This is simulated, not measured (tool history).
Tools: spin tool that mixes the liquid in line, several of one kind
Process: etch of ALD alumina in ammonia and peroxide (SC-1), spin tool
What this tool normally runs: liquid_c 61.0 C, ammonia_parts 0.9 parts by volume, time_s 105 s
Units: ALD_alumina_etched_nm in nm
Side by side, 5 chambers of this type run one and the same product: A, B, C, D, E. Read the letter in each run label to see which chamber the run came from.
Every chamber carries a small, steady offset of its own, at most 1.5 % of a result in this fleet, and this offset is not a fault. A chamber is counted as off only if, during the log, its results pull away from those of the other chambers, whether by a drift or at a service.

| run | day | liquid_c | ammonia_parts | time_s | read-back film thickness of the ALD alumina reference wafer, read on the same gauge (nm) | ALD_alumina_etched_nm |
|---|---|---|---|---|---|---|
|  | 0.108 | chamber E: new drum of ammonia solution connected |
| 1D | 0.317 | 61.0 | 0.9 | 105 | 119.99 | 9.5384 |
| 2E | 0.662 | 61.0 | 0.9 | 105 | 119.98 | 9.6878 |
| 3B | 0.992 | 61.0 | 0.9 | 105 | 119.99 | 9.6206 |
|  | 1.142 | chamber A: new drum of ammonia solution connected |
| 4A | 1.229 | 61.0 | 0.9 | 105 | 120.01 | 9.6227 |
| 5C | 1.433 | 61.0 | 0.9 | 105 | 119.96 | 9.6647 |
| 6B | 1.754 | 61.0 | 0.9 | 105 | 120.02 | 9.6530 |
| 7A | 2.012 | 61.0 | 0.9 | 105 | 119.98 | 9.5528 |
| 8D | 2.254 | 66.5 | 0.9 | 75 | 120.02 | 8.9288 |
| 9E | 2.467 | 66.5 | 0.9 | 75 | 120.03 | 9.1255 |
| 10C | 2.775 | 66.5 | 0.9 | 75 | 120.00 | 9.0477 |
| 11A | 3.125 | 66.5 | 0.9 | 75 | 119.96 | 9.1212 |
|  | 3.296 | chamber E: ammonia flow meter replaced |
| 12D | 3.446 | 66.5 | 0.9 | 75 | 120.06 | 8.9315 |
| 13B | 3.733 | 61.0 | 0.9 | 105 | 119.99 | 9.6450 |
|  | 3.829 | chamber C: new drum of ammonia solution connected |
| 14E | 4.046 | 61.0 | 0.9 | 105 | 120.01 | 9.6777 |
| 15C | 4.254 | 61.0 | 0.9 | 105 | 119.93 | 9.6382 |
| 16A | 4.500 | 61.0 | 0.9 | 105 | 120.01 | 9.6470 |
| 17B | 4.825 | 61.0 | 0.9 | 105 | 120.03 | 9.6394 |
| 18C | 5.188 | 61.0 | 0.9 | 105 | 119.97 | 9.5996 |
| 19D | 5.496 | 61.0 | 0.9 | 105 | 119.99 | 9.3906 |
| 20E | 5.712 | 58.0 | 0.9 | 105 | 119.97 | 8.3576 |
| 21B | 5.971 | 58.0 | 0.9 | 105 | 119.96 | 8.2795 |
| 22E | 6.208 | 58.0 | 0.9 | 105 | 120.02 | 8.2800 |
| 23A | 6.529 | 58.0 | 0.9 | 105 | 119.99 | 8.2875 |
| 24C | 6.817 | 58.0 | 0.9 | 105 | 119.93 | 8.2093 |
| 25D | 7.138 | 61.0 | 0.9 | 105 | 120.01 | 9.3396 |
| 26D | 7.312 | 61.0 | 0.9 | 105 | 120.01 | 9.2956 |
|  | 7.471 | chamber B: new drum of ammonia solution connected |
| 27A | 7.662 | 61.0 | 0.9 | 105 | 120.02 | 9.6090 |
| 28C | 7.950 | 61.0 | 0.9 | 105 | 120.00 | 9.5423 |
| 29E | 8.312 | 61.0 | 0.9 | 105 | 120.03 | 9.7359 |
| 30B | 8.567 | 61.0 | 0.9 | 105 | 120.02 | 9.6062 |
| 31E | 8.912 | 61.0 | 0.9 | 105 | 120.01 | 9.6624 |

Next, every chamber runs the same settings. What will each give?
| 32A | 9.183 | 55.5 | 0.9 | 105 |  | ? |
| 32B | 9.183 | 55.5 | 0.9 | 105 |  | ? |
| 32C | 9.183 | 55.5 | 0.9 | 105 |  | ? |
| 32D | 9.183 | 55.5 | 0.9 | 105 |  | ? |
| 32E | 9.183 | 55.5 | 0.9 | 105 |  | ? |

| run | ALD_alumina_etched_nm |
|---|---|
| 32A | 7.1803 |
| 32B | 7.2521 |
| 32C | 7.1878 |
| 32D | 6.9939 |
| 32E | 7.3036 |
